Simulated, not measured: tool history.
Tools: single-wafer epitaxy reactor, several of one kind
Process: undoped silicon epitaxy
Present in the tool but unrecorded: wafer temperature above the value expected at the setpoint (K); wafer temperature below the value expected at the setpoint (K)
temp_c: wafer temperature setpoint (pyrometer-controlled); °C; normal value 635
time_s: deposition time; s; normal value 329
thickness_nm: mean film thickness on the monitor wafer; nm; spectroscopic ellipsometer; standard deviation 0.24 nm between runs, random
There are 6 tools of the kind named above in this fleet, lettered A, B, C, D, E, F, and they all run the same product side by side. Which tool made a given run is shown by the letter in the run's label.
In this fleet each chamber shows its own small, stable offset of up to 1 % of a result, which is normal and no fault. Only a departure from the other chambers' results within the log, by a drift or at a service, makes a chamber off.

| run | day | temp_c | time_s | hours since the last pyrometer calibration | read-back reference wafer on the same gauge, thickness_nm | thickness_nm |
|---|---|---|---|---|---|---|
| 1F | 0.375 | 635 | 329 | 172.5 | 45.178 | 39.475 |
| 2B | 0.692 | 635 | 329 | 332.9 | 45.213 | 39.255 |
| 3A | 1.021 | 635 | 329 | 1841.1 | 45.191 | 39.689 |
| 4E | 1.354 | 635 | 329 | 2003.1 | 45.223 | 39.353 |
| 5D | 1.688 | 635 | 329 | 1868.1 | 45.205 | 39.801 |
| 6C | 2.279 | 635 | 329 | 551.7 | 45.159 | 39.79 |
| 7A | 2.6 | 635 | 329 | 1879 | 45.172 | 39.965 |
| 8D | 2.958 | 635 | 329 | 1898.6 | 45.294 | 39.74 |
| 9E | 3.517 | 635 | 329 | 2055 | 45.172 | 39.53 |
| 10C | 4.012 | 635 | 329 | 593.3 | 45.246 | 39.506 |
| 11F | 4.438 | 635 | 329 | 270 | 45.204 | 39.265 |
| 12B | 5.062 | 635 | 329 | 437.8 | 45.192 | 39.545 |
| 13D | 5.45 | 621 | 329 | 1958.4 | 45.204 | 28.828 |
| 14F | 5.804 | 621 | 329 | 302.8 | 45.171 | 28.722 |
| 15C | 6.2 | 621 | 329 | 645.8 | 45.194 | 28.73 |
| 16A | 6.662 | 621 | 329 | 1976.5 | 45.162 | 28.893 |
| 17E | 7.271 | 621 | 329 | 2145.1 | 45.189 | 28.382 |
| 18B | 7.875 | 621 | 329 | 505.3 | 45.2 | 28.76 |
| 19E | 8.5 | 635 | 329 | 2174.6 | 45.173 | 39.435 |
| 20D | 8.871 | 635 | 329 | 2040.5 | 45.183 | 40.072 |
| 21A | 9.292 | 635 | 329 | 2039.6 | 45.21 | 39.444 |
| 22F | 9.596 | 645 | 329 | 393.8 | 45.22 | 49.491 |
|  | 9.621 | chamber D: pyrometer calibrated |
| 23B | 10.058 | 645 | 329 | 557.7 | 45.183 | 49.397 |
| 24C | 10.538 | 645 | 329 | 749.9 | 45.232 | 49.822 |
| 25A | 11.167 | 645 | 329 | 2084.6 | 45.225 | 49.829 |
| 26B | 11.533 | 645 | 329 | 593.1 | 45.196 | 49.841 |
| 27E | 11.95 | 645 | 329 | 2257.4 | 45.163 | 48.844 |
| 28D | 12.371 | 635 | 329 | 66.1 | 45.194 | 37.169 |
| 29C | 12.808 | 635 | 329 | 804.4 | 45.182 | 39.79 |
| 30F | 13.225 | 635 | 329 | 480.9 | 45.19 | 39.82 |
| 31F | 13.6 | 635 | 329 | 489.9 | 45.192 | 39.287 |
| 32D | 14.112 | 635 | 329 | 107.9 | 45.172 | 36.699 |
| 33B | 14.421 | 635 | 329 | 662.4 | 45.235 | 39.452 |
| 34C | 14.9 | 635 | 329 | 854.6 | 45.222 | 39.832 |
| 35A | 15.254 | 635 | 383 | 2182.7 | 45.158 | 46.031 |
| 36E | 15.808 | 635 | 383 | 2350 | 45.172 | 45.944 |
| 37D | 16.271 | 635 | 383 | 159.7 | 45.191 | 42.95 |
| 38A | 16.829 | 635 | 383 | 2220.5 | 45.15 | 46.552 |
| 39F | 17.375 | 635 | 383 | 580.5 | 45.113 | 46.568 |
| 40C | 18.038 | 635 | 383 | 929.9 | 45.193 | 46.163 |

Does one chamber stand apart from the rest, does the shared gauge drift, or is all well apart from small per-chamber offsets? Give the chamber and the most likely cause, where there is one.

After it was serviced, chamber D no longer matches the other chambers.
Most likely cause: wafer temperature below the value expected at the setpoint (K) = 3.38.

Which of the 4 candidates below, each the usual settings with something changed and its results left as question marks, puts chamber D back in line with what the other chambers give on the usual settings?
In line means no further than this from the other chambers' mean on the usual settings: thickness_nm 0.82 nm
| 41D-1 | 18.521 | 629 | 329 |  |  | ? |
| 41D-2 | 18.521 | 632 | 329 |  |  | ? |
| 41D-3 | 18.521 | 640 | 341 |  |  | ? |
| 41D-4 | 18.521 | 637 | 335 |  |  | ? |

Mean of the other chambers on the usual settings: thickness_nm 39.525 nm
| run | thickness_nm |
|---|---|
| 41D-1 | 32.265 |
| 41D-2 | 34.545 |
| 41D-3 | 42.86 |
| 41D-4 | 39.374 |
Change 41D-4 lands the chamber within the allowed miss of the other chambers.
